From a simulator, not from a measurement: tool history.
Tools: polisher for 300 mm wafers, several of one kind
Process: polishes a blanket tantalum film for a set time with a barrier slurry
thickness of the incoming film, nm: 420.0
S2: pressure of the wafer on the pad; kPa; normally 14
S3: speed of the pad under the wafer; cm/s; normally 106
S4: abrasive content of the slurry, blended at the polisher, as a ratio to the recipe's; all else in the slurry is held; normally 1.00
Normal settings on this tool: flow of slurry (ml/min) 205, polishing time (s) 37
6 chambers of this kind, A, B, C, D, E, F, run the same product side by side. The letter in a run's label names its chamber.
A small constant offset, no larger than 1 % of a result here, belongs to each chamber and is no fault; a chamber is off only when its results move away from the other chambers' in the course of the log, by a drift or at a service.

{"run": "1C", "hour": 7.0, "flow of slurry (ml/min)": 205, "S2": 14, "S3": 106, "S4": 1.0, "polishing time (s)": 37, "film removed (angstrom)": 580.69}
{"run": "2E", "hour": 14.5, "flow of slurry (ml/min)": 205, "S2": 14, "S3": 106, "S4": 1.0, "polishing time (s)": 37, "film removed (angstrom)": 594.24}
{"hour": 22.7, "done": "chamber B: worn pad replaced by a new one"}
{"hour": 23.2, "done": "chamber D: worn pad replaced by a new one"}
{"run": "3D", "hour": 23.2, "flow of slurry (ml/min)": 205, "S2": 14, "S3": 106, "S4": 1.0, "polishing time (s)": 37, "film removed (angstrom)": 564.99}
{"run": "4A", "hour": 32.3, "flow of slurry (ml/min)": 205, "S2": 14, "S3": 106, "S4": 1.0, "polishing time (s)": 37, "film removed (angstrom)": 582.96}
{"run": "5B", "hour": 40.5, "flow of slurry (ml/min)": 205, "S2": 14, "S3": 106, "S4": 1.0, "polishing time (s)": 42, "film removed (angstrom)": 653.52}
{"run": "6F", "hour": 45.4, "flow of slurry (ml/min)": 205, "S2": 14, "S3": 106, "S4": 1.0, "polishing time (s)": 42, "film removed (angstrom)": 651.43}
{"run": "7B", "hour": 52.4, "flow of slurry (ml/min)": 205, "S2": 14, "S3": 106, "S4": 1.0, "polishing time (s)": 42, "film removed (angstrom)": 646.35}
{"run": "8C", "hour": 60.2, "flow of slurry (ml/min)": 205, "S2": 14, "S3": 106, "S4": 1.0, "polishing time (s)": 42, "film removed (angstrom)": 666.58}
{"hour": 61.1, "done": "chamber A: head pressure recalibrated"}
{"run": "9F", "hour": 64.2, "flow of slurry (ml/min)": 205, "S2": 14, "S3": 106, "S4": 1.0, "polishing time (s)": 42, "film removed (angstrom)": 644.8}
{"run": "10E", "hour": 68.2, "flow of slurry (ml/min)": 205, "S2": 14, "S3": 106, "S4": 1.0, "polishing time (s)": 42, "film removed (angstrom)": 651.14}
{"hour": 69.5, "done": "chamber F: worn pad replaced by a new one"}
{"run": "11D", "hour": 74.0, "flow of slurry (ml/min)": 205, "S2": 14, "S3": 106, "S4": 1.0, "polishing time (s)": 37, "film removed (angstrom)": 577.22}
{"run": "12A", "hour": 83.1, "flow of slurry (ml/min)": 205, "S2": 14, "S3": 106, "S4": 1.0, "polishing time (s)": 37, "film removed (angstrom)": 568.96}
{"run": "13C", "hour": 89.2, "flow of slurry (ml/min)": 150, "S2": 14, "S3": 106, "S4": 1.0, "polishing time (s)": 37, "film removed (angstrom)": 561.47}
{"hour": 91.0, "done": "chamber B: slurry blender recalibrated"}
{"run": "14B", "hour": 93.2, "flow of slurry (ml/min)": 150, "S2": 14, "S3": 106, "S4": 1.0, "polishing time (s)": 37, "film removed (angstrom)": 564.24}
{"hour": 96.7, "done": "chamber D: worn pad replaced by a new one"}
{"run": "15D", "hour": 99.7, "flow of slurry (ml/min)": 150, "S2": 14, "S3": 106, "S4": 1.0, "polishing time (s)": 37, "film removed (angstrom)": 544.13}
{"hour": 104.1, "done": "chamber B: slurry nozzle cleaned"}
{"run": "16A", "hour": 108.5, "flow of slurry (ml/min)": 150, "S2": 14, "S3": 106, "S4": 1.0, "polishing time (s)": 37, "film removed (angstrom)": 543.47}
{"run": "17F", "hour": 116.7, "flow of slurry (ml/min)": 150, "S2": 14, "S3": 106, "S4": 1.0, "polishing time (s)": 37, "film removed (angstrom)": 550.47}
{"hour": 122.3, "done": "chamber C: slurry blender recalibrated"}
{"run": "18E", "hour": 125.2, "flow of slurry (ml/min)": 150, "S2": 14, "S3": 106, "S4": 1.0, "polishing time (s)": 37, "film removed (angstrom)": 554.29}
{"hour": 129.3, "done": "chamber A: worn pad replaced by a new one"}
{"run": "19B", "hour": 132.7, "flow of slurry (ml/min)": 205, "S2": 14, "S3": 106, "S4": 1.0, "polishing time (s)": 37, "film removed (angstrom)": 577.85}
{"run": "20E", "hour": 139.8, "flow of slurry (ml/min)": 205, "S2": 14, "S3": 106, "S4": 1.0, "polishing time (s)": 37, "film removed (angstrom)": 577.04}
{"run": "21C", "hour": 147.8, "flow of slurry (ml/min)": 205, "S2": 14, "S3": 94, "S4": 1.0, "polishing time (s)": 37, "film removed (angstrom)": 506.94}
{"run": "22D", "hour": 154.4, "flow of slurry (ml/min)": 205, "S2": 14, "S3": 94, "S4": 1.0, "polishing time (s)": 37, "film removed (angstrom)": 506.8}
{"hour": 162.0, "done": "chamber F: worn pad replaced by a new one"}
{"run": "23F", "hour": 163.0, "flow of slurry (ml/min)": 205, "S2": 14, "S3": 94, "S4": 1.0, "polishing time (s)": 37, "film removed (angstrom)": 496.01}
{"hour": 164.1, "done": "chamber C: worn pad replaced by a new one"}
{"hour": 165.8, "done": "chamber D: worn pad replaced by a new one"}
{"run": "24A", "hour": 168.4, "flow of slurry (ml/min)": 205, "S2": 14, "S3": 94, "S4": 1.0, "polishing time (s)": 37, "film removed (angstrom)": 509.77}
{"run": "25B", "hour": 177.1, "flow of slurry (ml/min)": 205, "S2": 14, "S3": 94, "S4": 1.0, "polishing time (s)": 37, "film removed (angstrom)": 508.37}
{"run": "26F", "hour": 183.2, "flow of slurry (ml/min)": 205, "S2": 14, "S3": 94, "S4": 1.0, "polishing time (s)": 37, "film removed (angstrom)": 498.58}
{"hour": 183.6, "done": "chamber B: worn pad replaced by a new one"}
{"run": "27D", "hour": 190.4, "flow of slurry (ml/min)": 205, "S2": 14, "S3": 106, "S4": 1.0, "polishing time (s)": 37, "film removed (angstrom)": 589.67}
{"hour": 191.1, "done": "chamber E: worn pad replaced by a new one"}
{"run": "28E", "hour": 197.0, "flow of slurry (ml/min)": 205, "S2": 14, "S3": 106, "S4": 1.0, "polishing time (s)": 37, "film removed (angstrom)": 585.68}
{"run": "29C", "hour": 203.2, "flow of slurry (ml/min)": 205, "S2": 14, "S3": 106, "S4": 1.0, "polishing time (s)": 37, "film removed (angstrom)": 578.76}
{"run": "30A", "hour": 208.2, "flow of slurry (ml/min)": 205, "S2": 14, "S3": 106, "S4": 1.0, "polishing time (s)": 37, "film removed (angstrom)": 577.67}
{"run": "31D", "hour": 212.6, "flow of slurry (ml/min)": 205, "S2": 14, "S3": 106, "S4": 1.0, "polishing time (s)": 37, "film removed (angstrom)": 573.53}
{"run": "32F", "hour": 218.5, "flow of slurry (ml/min)": 205, "S2": 14, "S3": 120, "S4": 1.15, "polishing time (s)": 37, "film removed (angstrom)": 625.06}
{"run": "33C", "hour": 223.8, "flow of slurry (ml/min)": 205, "S2": 14, "S3": 120, "S4": 1.15, "polishing time (s)": 37, "film removed (angstrom)": 683.43}
{"run": "34E", "hour": 229.4, "flow of slurry (ml/min)": 205, "S2": 14, "S3": 120, "S4": 1.15, "polishing time (s)": 37, "film removed (angstrom)": 683.84}
{"run": "35A", "hour": 237.6, "flow of slurry (ml/min)": 205, "S2": 14, "S3": 120, "S4": 1.15, "polishing time (s)": 37, "film removed (angstrom)": 665.27}
{"run": "36B", "hour": 242.3, "flow of slurry (ml/min)": 205, "S2": 14, "S3": 120, "S4": 1.15, "polishing time (s)": 37, "film removed (angstrom)": 695.63}
{"hour": 247.3, "done": "chamber D: worn pad replaced by a new one"}
{"hour": 248.9, "done": "chamber F: head pressure recalibrated"}
{"run": "37B", "hour": 250.5, "flow of slurry (ml/min)": 205, "S2": 14, "S3": 120, "S4": 1.15, "polishing time (s)": 37, "film removed (angstrom)": 677.48}
{"hour": 253.1, "done": "chamber F: worn pad replaced by a new one"}
{"run": "38D", "hour": 254.8, "flow of slurry (ml/min)": 205, "S2": 14, "S3": 106, "S4": 1.0, "polishing time (s)": 37, "film removed (angstrom)": 576.47}
{"run": "39F", "hour": 262.6, "flow of slurry (ml/min)": 205, "S2": 14, "S3": 106, "S4": 1.0, "polishing time (s)": 37, "film removed (angstrom)": 542.61}
{"run": "40C", "hour": 270.1, "flow of slurry (ml/min)": 205, "S2": 14, "S3": 106, "S4": 1.0, "polishing time (s)": 37, "film removed (angstrom)": 602.98}
{"hour": 273.3, "done": "chamber E: slurry blender recalibrated"}
{"run": "41E", "hour": 278.8, "flow of slurry (ml/min)": 205, "S2": 14, "S3": 106, "S4": 1.0, "polishing time (s)": 37, "film removed (angstrom)": 566.76}

Read the log: is a single chamber off, either drifting away or since a service, is the gauge that measures every chamber drifting, or is nothing wrong beyond small per-chamber offsets? Name any odd chamber and what most likely caused it.

One chamber, F, drifts off from the rest bit by bit.
What lies behind it: abrasive missing from the slurry, % = 23.
With only this log, it may be confused with: slurry flow missing at the pad, %.

Chamber F could run next with any of the 4 candidate recipes listed below; each alters the usual settings, and their results appear as question marks. Which one brings its results back in line with what the other chambers deliver on the usual settings?
In line means no further than this from the other chambers' mean on the usual settings: film removed (angstrom) 26.00
{"run": "42F-1", "hour": 285.3, "flow of slurry (ml/min)": 205, "S2": 13.8, "S3": 114, "S4": 1.0, "polishing time (s)": 40, "film removed (angstrom)": "?"}
{"run": "42F-2", "hour": 285.3, "flow of slurry (ml/min)": 205, "S2": 13.8, "S3": 98, "S4": 1.0, "polishing time (s)": 34, "film removed (angstrom)": "?"}
{"run": "42F-3", "hour": 285.3, "flow of slurry (ml/min)": 205, "S2": 14.5, "S3": 108, "S4": 1.0, "polishing time (s)": 38, "film removed (angstrom)": "?"}
{"run": "42F-4", "hour": 285.3, "flow of slurry (ml/min)": 205, "S2": 13.8, "S3": 102, "S4": 1.0, "polishing time (s)": 35, "film removed (angstrom)": "?"}

Average result of the remaining chambers running the usual settings: film removed (angstrom) 577.96
run=42F-1 film_removed_(angstrom)=620.67
run=42F-2 film_removed_(angstrom)=454.56
run=42F-3 film_removed_(angstrom)=587.41
run=42F-4 film_removed_(angstrom)=486.72
42F-3 is the one that brings the chamber's results back in line with the other chambers.
